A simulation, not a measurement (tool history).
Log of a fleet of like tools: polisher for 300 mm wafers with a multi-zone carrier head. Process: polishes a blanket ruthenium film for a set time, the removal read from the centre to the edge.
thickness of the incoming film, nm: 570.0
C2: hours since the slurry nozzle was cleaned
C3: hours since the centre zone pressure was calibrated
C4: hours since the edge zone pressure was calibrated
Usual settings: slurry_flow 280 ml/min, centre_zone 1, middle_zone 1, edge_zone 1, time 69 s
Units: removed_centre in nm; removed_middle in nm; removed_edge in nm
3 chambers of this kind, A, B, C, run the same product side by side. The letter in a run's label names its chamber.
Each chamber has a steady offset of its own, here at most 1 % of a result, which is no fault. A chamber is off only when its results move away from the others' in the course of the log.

{"run": "1B", "hour": 8.3, "slurry_flow": 280, "centre_zone": 1, "middle_zone": 1, "edge_zone": 1, "time": 69, "wafers polished on this pad": 1255, "C2": 271.9, "C3": 253.8, "C4": 169.7, "removed_centre": 73.547, "removed_middle": 77.074, "removed_edge": 74.32}
{"run": "2A", "hour": 14.8, "slurry_flow": 280, "centre_zone": 1, "middle_zone": 1, "edge_zone": 1, "time": 69, "wafers polished on this pad": 112, "C2": 235.4, "C3": 385.9, "C4": 267.5, "removed_centre": 73.971, "removed_middle": 75.155, "removed_edge": 74.934}
{"hour": 20.8, "done": "chamber B: slurry nozzle cleaned"}
{"run": "3C", "hour": 22.1, "slurry_flow": 280, "centre_zone": 1, "middle_zone": 1, "edge_zone": 1, "time": 69, "wafers polished on this pad": 461, "C2": 176.6, "C3": 1110.2, "C4": 80.8, "removed_centre": 75.799, "removed_middle": 75.125, "removed_edge": 76.871}
{"run": "4B", "hour": 28.6, "slurry_flow": 280, "centre_zone": 1, "middle_zone": 1, "edge_zone": 1, "time": 69, "wafers polished on this pad": 1394, "C2": 7.9, "C3": 274.1, "C4": 190, "removed_centre": 74.869, "removed_middle": 76.663, "removed_edge": 75.971}
{"hour": 29.3, "done": "chamber C: centre zone pressure recalibrated"}
{"run": "5A", "hour": 35.3, "slurry_flow": 280, "centre_zone": 1, "middle_zone": 1, "edge_zone": 1, "time": 69, "wafers polished on this pad": 253, "C2": 255.9, "C3": 406.4, "C4": 288, "removed_centre": 75.674, "removed_middle": 76.305, "removed_edge": 76.74}
{"run": "6C", "hour": 41.9, "slurry_flow": 280, "centre_zone": 1, "middle_zone": 1, "edge_zone": 1, "time": 69, "wafers polished on this pad": 597, "C2": 196.4, "C3": 12.7, "C4": 100.6, "removed_centre": 75.254, "removed_middle": 75.594, "removed_edge": 74.938}
{"run": "7C", "hour": 46.8, "slurry_flow": 280, "centre_zone": 1, "middle_zone": 1, "edge_zone": 1, "time": 69, "wafers polished on this pad": 630, "C2": 201.3, "C3": 17.6, "C4": 105.5, "removed_centre": 74.603, "removed_middle": 74.151, "removed_edge": 73.197}
{"run": "8B", "hour": 52.2, "slurry_flow": 280, "centre_zone": 1, "middle_zone": 1, "edge_zone": 1, "time": 69, "wafers polished on this pad": 1556, "C2": 31.5, "C3": 297.7, "C4": 213.6, "removed_centre": 74.768, "removed_middle": 72.648, "removed_edge": 74.319}
{"hour": 55.1, "done": "chamber B: worn pad replaced by a new one"}
{"run": "9A", "hour": 60.4, "slurry_flow": 280, "centre_zone": 1, "middle_zone": 1, "edge_zone": 1, "time": 69, "wafers polished on this pad": 424, "C2": 281, "C3": 431.5, "C4": 313.1, "removed_centre": 77.003, "removed_middle": 75.549, "removed_edge": 75.148}
{"hour": 61.8, "done": "chamber C: worn pad replaced by a new one"}
{"run": "10A", "hour": 65.2, "slurry_flow": 280, "centre_zone": 1, "middle_zone": 1, "edge_zone": 1, "time": 69, "wafers polished on this pad": 457, "C2": 285.8, "C3": 436.3, "C4": 317.9, "removed_centre": 76.308, "removed_middle": 76.596, "removed_edge": 75.405}
{"hour": 68.9, "done": "chamber C: slurry nozzle cleaned"}
{"run": "11C", "hour": 75.1, "slurry_flow": 280, "centre_zone": 0.94, "middle_zone": 1, "edge_zone": 0.89, "time": 69, "wafers polished on this pad": 91, "C2": 6.2, "C3": 45.9, "C4": 133.8, "removed_centre": 70.006, "removed_middle": 75.777, "removed_edge": 71.397}
{"run": "12B", "hour": 79.6, "slurry_flow": 280, "centre_zone": 0.94, "middle_zone": 1, "edge_zone": 0.89, "time": 69, "wafers polished on this pad": 168, "C2": 58.9, "C3": 325.1, "C4": 241, "removed_centre": 69.857, "removed_middle": 76.507, "removed_edge": 70.083}
{"run": "13A", "hour": 88.1, "slurry_flow": 280, "centre_zone": 0.94, "middle_zone": 1, "edge_zone": 0.89, "time": 69, "wafers polished on this pad": 614, "C2": 308.7, "C3": 459.2, "C4": 340.8, "removed_centre": 70.236, "removed_middle": 73.656, "removed_edge": 69.181}
{"run": "14C", "hour": 95.6, "slurry_flow": 280, "centre_zone": 1.1, "middle_zone": 1, "edge_zone": 1.11, "time": 69, "wafers polished on this pad": 231, "C2": 26.7, "C3": 66.4, "C4": 154.3, "removed_centre": 85.49, "removed_middle": 76.414, "removed_edge": 80.635}
{"run": "15B", "hour": 103.6, "slurry_flow": 280, "centre_zone": 1.1, "middle_zone": 1, "edge_zone": 1.11, "time": 69, "wafers polished on this pad": 332, "C2": 82.9, "C3": 349.1, "C4": 265, "removed_centre": 82.195, "removed_middle": 73.593, "removed_edge": 81.416}
{"hour": 109.9, "done": "chamber A: slurry nozzle cleaned"}
{"run": "16C", "hour": 113.2, "slurry_flow": 280, "centre_zone": 1.1, "middle_zone": 1, "edge_zone": 1.11, "time": 69, "wafers polished on this pad": 352, "C2": 44.3, "C3": 84, "C4": 171.9, "removed_centre": 82.477, "removed_middle": 74.326, "removed_edge": 80.03}
{"run": "17A", "hour": 120.9, "slurry_flow": 280, "centre_zone": 1, "middle_zone": 1, "edge_zone": 1, "time": 69, "wafers polished on this pad": 839, "C2": 11, "C3": 492, "C4": 373.6, "removed_centre": 74.313, "removed_middle": 74.534, "removed_edge": 73.627}
{"run": "18B", "hour": 129.3, "slurry_flow": 280, "centre_zone": 1, "middle_zone": 1, "edge_zone": 1, "time": 69, "wafers polished on this pad": 508, "C2": 108.6, "C3": 374.8, "C4": 290.7, "removed_centre": 74.89, "removed_middle": 76.958, "removed_edge": 73.715}
{"run": "19A", "hour": 134.0, "slurry_flow": 350, "centre_zone": 1, "middle_zone": 0.96, "edge_zone": 1, "time": 69, "wafers polished on this pad": 928, "C2": 24.1, "C3": 505.1, "C4": 386.7, "removed_centre": 77.704, "removed_middle": 74.036, "removed_edge": 75.411}
{"hour": 137.9, "done": "chamber A: centre zone pressure recalibrated"}
{"run": "20C", "hour": 140.0, "slurry_flow": 350, "centre_zone": 1, "middle_zone": 0.96, "edge_zone": 1, "time": 69, "wafers polished on this pad": 535, "C2": 71.1, "C3": 110.8, "C4": 198.7, "removed_centre": 76.05, "removed_middle": 73.54, "removed_edge": 75.294}
{"run": "21B", "hour": 150.1, "slurry_flow": 350, "centre_zone": 1, "middle_zone": 0.96, "edge_zone": 1, "time": 69, "wafers polished on this pad": 650, "C2": 129.4, "C3": 395.6, "C4": 311.5, "removed_centre": 78.744, "removed_middle": 75.65, "removed_edge": 78.226}
{"run": "22C", "hour": 157.0, "slurry_flow": 280, "centre_zone": 1, "middle_zone": 1, "edge_zone": 1, "time": 69, "wafers polished on this pad": 652, "C2": 88.1, "C3": 127.8, "C4": 215.7, "removed_centre": 74.558, "removed_middle": 75.818, "removed_edge": 74.677}
{"run": "23B", "hour": 166.8, "slurry_flow": 280, "centre_zone": 1, "middle_zone": 1, "edge_zone": 1, "time": 69, "wafers polished on this pad": 764, "C2": 146.1, "C3": 412.3, "C4": 328.2, "removed_centre": 74.9, "removed_middle": 76.128, "removed_edge": 75.919}
{"hour": 171.7, "done": "chamber C: worn pad replaced by a new one"}
{"run": "24A", "hour": 173.9, "slurry_flow": 280, "centre_zone": 1, "middle_zone": 1, "edge_zone": 1, "time": 69, "wafers polished on this pad": 1201, "C2": 64, "C3": 36.1, "C4": 426.6, "removed_centre": 75.313, "removed_middle": 73.779, "removed_edge": 74.539}
{"run": "25C", "hour": 180.7, "slurry_flow": 280, "centre_zone": 1, "middle_zone": 1, "edge_zone": 1, "time": 69, "wafers polished on this pad": 62, "C2": 111.8, "C3": 151.5, "C4": 239.4, "removed_centre": 74.794, "removed_middle": 78.664, "removed_edge": 77.355}
{"run": "26B", "hour": 189.0, "slurry_flow": 280, "centre_zone": 1, "middle_zone": 1, "edge_zone": 1.04, "time": 69, "wafers polished on this pad": 916, "C2": 168.3, "C3": 434.5, "C4": 350.4, "removed_centre": 74.584, "removed_middle": 74.31, "removed_edge": 76.512}
{"run": "27A", "hour": 194.7, "slurry_flow": 280, "centre_zone": 1, "middle_zone": 1, "edge_zone": 1.04, "time": 69, "wafers polished on this pad": 1344, "C2": 84.8, "C3": 56.9, "C4": 447.4, "removed_centre": 75.829, "removed_middle": 73.704, "removed_edge": 75.888}
{"hour": 201.3, "done": "chamber A: worn pad replaced by a new one"}
{"run": "28A", "hour": 204.3, "slurry_flow": 280, "centre_zone": 1, "middle_zone": 1, "edge_zone": 1.04, "time": 69, "wafers polished on this pad": 20, "C2": 94.4, "C3": 66.5, "C4": 457, "removed_centre": 74.215, "removed_middle": 75.033, "removed_edge": 78.314}
{"run": "29C", "hour": 210.5, "slurry_flow": 280, "centre_zone": 1, "middle_zone": 1, "edge_zone": 1, "time": 69, "wafers polished on this pad": 266, "C2": 141.6, "C3": 181.3, "C4": 269.2, "removed_centre": 76.421, "removed_middle": 74.967, "removed_edge": 76.62}
{"run": "30B", "hour": 217.2, "slurry_flow": 280, "centre_zone": 0.88, "middle_zone": 1, "edge_zone": 1, "time": 88, "wafers polished on this pad": 1109, "C2": 196.5, "C3": 462.7, "C4": 378.6, "removed_centre": 82.653, "removed_middle": 94.034, "removed_edge": 96.21}

Next, every chamber runs the same settings. What will each give?
{"run": "31A", "hour": 224.4, "slurry_flow": 280, "centre_zone": 1.11, "middle_zone": 1, "edge_zone": 1, "time": 69, "removed_centre": "?", "removed_middle": "?", "removed_edge": "?"}
{"run": "31B", "hour": 224.4, "slurry_flow": 280, "centre_zone": 1.11, "middle_zone": 1, "edge_zone": 1, "time": 69, "removed_centre": "?", "removed_middle": "?", "removed_edge": "?"}
{"run": "31C", "hour": 224.4, "slurry_flow": 280, "centre_zone": 1.11, "middle_zone": 1, "edge_zone": 1, "time": 69, "removed_centre": "?", "removed_middle": "?", "removed_edge": "?"}

run=31A removed_centre=83.626 removed_middle=75.616 removed_edge=76.304
run=31B removed_centre=85.369 removed_middle=76.052 removed_edge=75.492
run=31C removed_centre=84.052 removed_middle=75.519 removed_edge=75.339
